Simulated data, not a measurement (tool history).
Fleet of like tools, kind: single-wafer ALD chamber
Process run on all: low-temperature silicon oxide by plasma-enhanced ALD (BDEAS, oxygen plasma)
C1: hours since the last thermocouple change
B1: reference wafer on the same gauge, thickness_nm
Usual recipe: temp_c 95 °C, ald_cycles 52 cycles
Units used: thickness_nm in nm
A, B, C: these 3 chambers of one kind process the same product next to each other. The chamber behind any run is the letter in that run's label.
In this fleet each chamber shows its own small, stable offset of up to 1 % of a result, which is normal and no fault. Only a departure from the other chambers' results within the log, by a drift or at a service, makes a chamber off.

{"run": "1B", "day": 0.417, "temp_c": 95, "ald_cycles": 52, "C1": 1066.7, "B1": 6.1788, "thickness_nm": 7.6277}
{"run": "2A", "day": 0.8, "temp_c": 95, "ald_cycles": 52, "C1": 1767.7, "B1": 6.177, "thickness_nm": 7.5898}
{"run": "3C", "day": 1.171, "temp_c": 95, "ald_cycles": 52, "C1": 988.7, "B1": 6.1786, "thickness_nm": 7.5684}
{"run": "4C", "day": 1.625, "temp_c": 95, "ald_cycles": 52, "C1": 999.6, "B1": 6.1775, "thickness_nm": 7.5608}
{"run": "5A", "day": 1.925, "temp_c": 95, "ald_cycles": 52, "C1": 1794.7, "B1": 6.1767, "thickness_nm": 7.5772}
{"run": "6B", "day": 2.446, "temp_c": 95, "ald_cycles": 52, "C1": 1115.4, "B1": 6.1771, "thickness_nm": 7.6386}
{"run": "7A", "day": 2.971, "temp_c": 95, "ald_cycles": 52, "C1": 1819.8, "B1": 6.1739, "thickness_nm": 7.5642}
{"run": "8C", "day": 3.292, "temp_c": 95, "ald_cycles": 52, "C1": 1039.6, "B1": 6.1735, "thickness_nm": 7.5413}
{"run": "9B", "day": 3.933, "temp_c": 102, "ald_cycles": 61, "C1": 1151.1, "B1": 6.1712, "thickness_nm": 8.773}
{"run": "10B", "day": 4.612, "temp_c": 102, "ald_cycles": 61, "C1": 1167.4, "B1": 6.171, "thickness_nm": 8.7643}
{"run": "11C", "day": 4.958, "temp_c": 102, "ald_cycles": 61, "C1": 1079.6, "B1": 6.1704, "thickness_nm": 8.6526}
{"run": "12A", "day": 5.533, "temp_c": 95, "ald_cycles": 52, "C1": 1881.3, "B1": 6.1696, "thickness_nm": 7.5641}
{"run": "13B", "day": 6.004, "temp_c": 95, "ald_cycles": 52, "C1": 1200.8, "B1": 6.1666, "thickness_nm": 7.6369}
{"run": "14A", "day": 6.679, "temp_c": 95, "ald_cycles": 52, "C1": 1908.8, "B1": 6.166, "thickness_nm": 7.5629}
{"run": "15C", "day": 7.346, "temp_c": 95, "ald_cycles": 52, "C1": 1136.9, "B1": 6.1619, "thickness_nm": 7.5287}
{"run": "16A", "day": 7.688, "temp_c": 95, "ald_cycles": 44, "C1": 1933, "B1": 6.1638, "thickness_nm": 6.4}
{"run": "17B", "day": 8.058, "temp_c": 95, "ald_cycles": 44, "C1": 1250.1, "B1": 6.1635, "thickness_nm": 6.4631}
{"day": 8.367, "done": "chamber A: thermocouple changed; heater temperature recalibrated"}
{"run": "18C", "day": 8.492, "temp_c": 95, "ald_cycles": 44, "C1": 1164.4, "B1": 6.1613, "thickness_nm": 6.3741}
{"run": "19C", "day": 8.938, "temp_c": 95, "ald_cycles": 52, "C1": 1175.1, "B1": 6.1643, "thickness_nm": 7.5161}
{"run": "20B", "day": 9.258, "temp_c": 95, "ald_cycles": 52, "C1": 1278.9, "B1": 6.1604, "thickness_nm": 7.6177}
{"run": "21A", "day": 9.75, "temp_c": 95, "ald_cycles": 62, "C1": 33.3, "B1": 6.1614, "thickness_nm": 9.0001}
{"run": "22B", "day": 10.367, "temp_c": 95, "ald_cycles": 62, "C1": 1305.5, "B1": 6.1582, "thickness_nm": 9.0697}
{"run": "23C", "day": 11.0, "temp_c": 95, "ald_cycles": 62, "C1": 1224.6, "B1": 6.1614, "thickness_nm": 8.9674}
{"run": "24A", "day": 11.504, "temp_c": 95, "ald_cycles": 52, "C1": 75.4, "B1": 6.1577, "thickness_nm": 7.5534}
{"run": "25B", "day": 12.038, "temp_c": 95, "ald_cycles": 45, "C1": 1345.6, "B1": 6.1546, "thickness_nm": 6.5852}
{"run": "26A", "day": 12.633, "temp_c": 95, "ald_cycles": 45, "C1": 102.5, "B1": 6.1549, "thickness_nm": 6.5368}
{"run": "27C", "day": 13.092, "temp_c": 95, "ald_cycles": 45, "C1": 1274.8, "B1": 6.1552, "thickness_nm": 6.5057}
{"day": 13.467, "done": "chamber C: thermocouple changed; heater temperature recalibrated"}
{"run": "28C", "day": 13.575, "temp_c": 95, "ald_cycles": 52, "C1": 2.6, "B1": 6.1534, "thickness_nm": 7.5106}
{"run": "29A", "day": 13.921, "temp_c": 95, "ald_cycles": 52, "C1": 133.4, "B1": 6.1564, "thickness_nm": 7.5405}
{"run": "30B", "day": 14.288, "temp_c": 95, "ald_cycles": 52, "C1": 1399.6, "B1": 6.15, "thickness_nm": 7.6103}
{"run": "31A", "day": 14.8, "temp_c": 95, "ald_cycles": 52, "C1": 154.5, "B1": 6.1492, "thickness_nm": 7.5728}
{"run": "32B", "day": 15.158, "temp_c": 95, "ald_cycles": 52, "C1": 1420.5, "B1": 6.1488, "thickness_nm": 7.6054}
{"run": "33C", "day": 15.767, "temp_c": 95, "ald_cycles": 57, "C1": 55.2, "B1": 6.1507, "thickness_nm": 8.2276}
{"run": "34A", "day": 16.312, "temp_c": 95, "ald_cycles": 57, "C1": 190.8, "B1": 6.148, "thickness_nm": 8.2678}
{"run": "35B", "day": 17.004, "temp_c": 95, "ald_cycles": 57, "C1": 1464.8, "B1": 6.1457, "thickness_nm": 8.3293}
{"run": "36C", "day": 17.592, "temp_c": 95, "ald_cycles": 52, "C1": 99, "B1": 6.1447, "thickness_nm": 7.5317}

The same settings go to every chamber for the next run, one line per chamber below. Forecast the results for each:
{"run": "37A", "day": 18.088, "temp_c": 95, "ald_cycles": 52, "thickness_nm": "?"}
{"run": "37B", "day": 18.088, "temp_c": 95, "ald_cycles": 52, "thickness_nm": "?"}
{"run": "37C", "day": 18.088, "temp_c": 95, "ald_cycles": 52, "thickness_nm": "?"}

run=37A thickness_nm=7.5428
run=37B thickness_nm=7.6
run=37C thickness_nm=7.5062
